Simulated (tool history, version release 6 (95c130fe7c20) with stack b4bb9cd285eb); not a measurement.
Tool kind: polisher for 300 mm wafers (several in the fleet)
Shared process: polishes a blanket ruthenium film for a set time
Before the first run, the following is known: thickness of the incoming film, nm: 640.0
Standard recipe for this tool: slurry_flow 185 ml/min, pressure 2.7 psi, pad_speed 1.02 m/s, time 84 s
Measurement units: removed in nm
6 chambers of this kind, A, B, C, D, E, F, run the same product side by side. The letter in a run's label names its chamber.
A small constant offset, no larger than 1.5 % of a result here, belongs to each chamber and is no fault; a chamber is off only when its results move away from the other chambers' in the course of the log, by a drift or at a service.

run   hour  slurry_flow  pressure  pad_speed  time  wafers polished on this pad  hours since the slurry nozzle was cleaned  hours since the head pressure was calibrated  removed
 1C      6          185       2.7       1.02    84                           84                                      426.4                                         809.3   107.76
 2E   11.1          185       2.7       1.02    84                          606                                      165.3                                         791.9    107.7
      13.5  -- chamber B: worn pad replaced by a new one
 3D   17.4          185       2.7       1.02    84                          534                                       44.9                                         756.9   108.11
 4F   21.4          185       2.7       1.02    84                          488                                      318.4                                         223.1   107.67
 5B   27.7          185       2.7       1.02    84                          144                                      603.7                                         156.7   109.92
 6A   34.1          185       1.8       0.72    84                          441                                      136.6                                         823.4   49.922
 7B   39.7          185       1.8       0.72    84                          266                                      615.7                                         168.7   50.657
 8C   44.4          185       1.8       0.72    84                          474                                      464.8                                         847.7   49.667
      46.6  -- chamber C: slurry nozzle cleaned
 9A   49.5          185       1.8       0.72    84                          597                                        152                                         838.8   50.924
10E   53.4          185       1.8       0.72    84                         1034                                      207.6                                         834.2   49.918
11F   60.3          185       1.8       0.72    84                          883                                      357.3                                           262   50.625
      62.8  -- chamber A: worn pad replaced by a new one
      62.8  -- chamber E: worn pad replaced by a new one
12D   66.7          185       2.7       1.02    84                         1034                                       94.2                                         806.2    109.5
      71.6  -- chamber F: worn pad replaced by a new one
13A   71.8          185       2.7       1.02    84                           92                                      174.3                                         861.1   107.45
14F   76.4          185       2.7       1.26   103                           49                                      373.4                                         278.1   163.87
      77.8  -- chamber B: worn pad replaced by a new one
15D   81.1          185       2.7       1.26   103                         1180                                      108.6                                         820.6   164.81
      82.8  -- chamber D: worn pad replaced by a new one
16E   84.7          185       2.7       1.26   103                          222                                      238.9                                         865.5   162.59
17B   91.4          185       2.7       1.26   103                          138                                      667.4                                         220.4   163.89
18C   98.7          185       2.7       1.26   103                         1024                                       52.2                                           902   163.53
19F  104.4          185       2.7       1.26   103                          333                                      401.4                                         306.1   160.84
     109.6  -- chamber C: worn pad replaced by a new one
20A  111.9          185       1.9       0.76    84                          498                                      214.4                                         901.2   56.624
21D  115.9          185       1.9       0.76    84                          335                                      143.4                                         855.4   57.014
     118.8  -- chamber E: slurry nozzle cleaned
22C  119.7          185       1.9       0.76    84                          102                                       73.2                                           923   57.569
     124.2  -- chamber A: worn pad replaced by a new one
23E  125.9          185       1.9       0.76    84                          640                                        7.2                                         906.7   55.609
24B  133.1          185       1.9       0.76    84                          561                                      709.1                                         262.1   55.932
     135.6  -- chamber B: worn pad replaced by a new one
25F  137.7          185       1.9       0.76    84                          671                                      434.7                                         339.4    56.46
26C  141.2          185       2.7       1.02    84                          320                                       94.7                                         944.5   109.17
27B  148.2          185       2.7       1.02    84                          128                                      724.2                                         277.2   107.31
28D  155.1          185       2.7       1.02    84                          733                                      182.6                                         894.6   109.11
29E  159.2          185       2.7       1.02    84                          977                                       40.5                                           940   107.62
30A  166.7          185       3.2       1.02    74                          431                                      269.2                                           956   112.22
31B  173.2          185       3.2       1.02    74                          381                                      749.2                                         302.2   110.98
     174.6  -- chamber F: worn pad replaced by a new one
       177  -- chamber D: worn pad replaced by a new one
     177.6  -- chamber E: worn pad replaced by a new one
32E  179.4          185       3.2       1.02    74                           18                                       60.7                                         960.2   112.11
     186.2  -- chamber A: worn pad replaced by a new one
     186.6  -- chamber B: worn pad replaced by a new one
33C  186.9          185       3.2       1.02    74                          784                                      140.4                                         990.2   114.25
34D  192.2          185       3.2       1.02    74                          154                                      219.7                                         931.7   111.09
35F  196.6          185       3.2       1.02    74                          223                                      493.6                                         398.3    108.2
36A  202.6          185       2.7       1.02    84                          166                                      305.1                                         991.9   108.75
37B  208.1          185       2.7       1.02    84                          218                                      784.1                                         337.1   107.49

Each of the 6 chambers runs these same settings next. Fill in every chamber's results:
38A  213.6          185       2.7       1.02    84                                                                                                                              ?
38B  213.6          185       2.7       1.02    84                                                                                                                              ?
38C  213.6          185       2.7       1.02    84                                                                                                                              ?
38D  213.6          185       2.7       1.02    84                                                                                                                              ?
38E  213.6          185       2.7       1.02    84                                                                                                                              ?
38F  213.6          185       2.7       1.02    84                                                                                                                              ?

run  removed
38A   108.47
38B   107.83
38C   106.85
38D   107.65
38E   105.87
38F   99.592
